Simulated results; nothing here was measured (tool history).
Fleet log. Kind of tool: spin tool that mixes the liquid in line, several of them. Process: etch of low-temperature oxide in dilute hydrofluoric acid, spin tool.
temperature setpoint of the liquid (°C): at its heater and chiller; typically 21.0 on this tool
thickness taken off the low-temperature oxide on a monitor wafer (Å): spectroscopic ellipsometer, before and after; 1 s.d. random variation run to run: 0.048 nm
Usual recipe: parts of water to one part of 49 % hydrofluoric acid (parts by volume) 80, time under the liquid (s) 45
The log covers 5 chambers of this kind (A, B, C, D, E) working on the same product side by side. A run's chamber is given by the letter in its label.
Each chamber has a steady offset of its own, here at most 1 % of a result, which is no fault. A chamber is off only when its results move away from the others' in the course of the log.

run,hour,temperature setpoint of the liquid (°C),parts of water to one part of 49 % hydrofluoric acid (parts by volume),time under the liquid (s),"read-back film thickness of the low-temperature oxide reference wafer, read on the same gauge (nm)",thickness taken off the low-temperature oxide on a monitor wafer (Å)
1B,7.8,21.0,80,45,70.018,54.070
2C,11.6,21.0,80,45,69.962,53.413
3D,19.7,21.0,80,45,70.031,52.677
4A,28.1,21.0,80,45,70.027,54.068
5E,31.8,21.0,95,45,70.015,44.434
6D,35.6,21.0,95,45,70.020,44.571
7B,41.5,21.0,95,45,69.981,44.349
8C,48.7,21.0,95,45,70.012,44.877
9E,53.2,21.0,95,45,69.974,44.989
10A,58.9,21.0,80,45,69.948,55.168
11E,63.0,21.0,80,45,70.059,54.316
12D,71.1,21.0,80,45,70.029,53.461
13C,76.4,21.0,80,45,70.001,54.261
14B,82.1,21.0,80,45,69.972,53.328
15A,89.4,17.5,95,45,70.000,38.501
16E,93.8,17.5,95,45,69.963,37.715
17C,100.2,17.5,95,45,69.995,38.816
18D,107.7,17.5,95,45,69.991,38.364
19B,115.2,17.5,95,45,70.027,38.505
20A,119.1,18.5,80,45,69.979,49.255
21D,125.1,18.5,80,45,70.010,49.219
22E,132.8,18.5,80,45,70.012,46.820
23A,137.7,18.5,80,45,70.032,48.315
24B,141.9,18.5,80,45,70.005,48.123
25C,147.1,25.5,105,45,70.024,46.755
26D,153.9,25.5,105,45,70.038,47.041
# hour 157.8: chamber E: thermometer replaced
27B,158.0,25.5,105,45,70.033,47.176
28C,164.1,25.5,105,45,69.991,47.396
29A,169.4,25.5,105,45,69.960,48.266
30E,174.7,21.0,80,45,69.978,50.766
31D,181.9,21.0,80,45,70.045,53.884
32A,188.4,21.0,80,45,70.006,54.406

Decide between three cases: one chamber stands off from its peers, the gauge reading all wafers drifts, or nothing is wrong past each chamber's small offset. Where a chamber is off, say which and what most likely put it there.

One chamber, E, drifts off from the rest bit by bit.
What lies behind it: hydrofluoric acid flow below the setpoint (%) = 7.51.

Here are 4 candidates for chamber E's next run, each the usual settings with a change, their results left as question marks. Which one brings its results back in line with what the others give on the usual settings?
In line means no further than this from the other chambers' mean on the usual settings: thickness taken off the low-temperature oxide on a monitor wafer (Å) 1.700
33E-1,194.5,19.0,80,45,,?
33E-2,194.5,21.0,70,45,,?
33E-3,194.5,21.0,75,45,,?
33E-4,194.5,20.5,80,40,,?

Other chambers, usual settings, mean: thickness taken off the low-temperature oxide on a monitor wafer (Å) 53.860
run,thickness taken off the low-temperature oxide on a monitor wafer (Å)
33E-1,46.145
33E-2,57.887
33E-3,53.721
33E-4,43.617
33E-3 brings the chamber back in line.
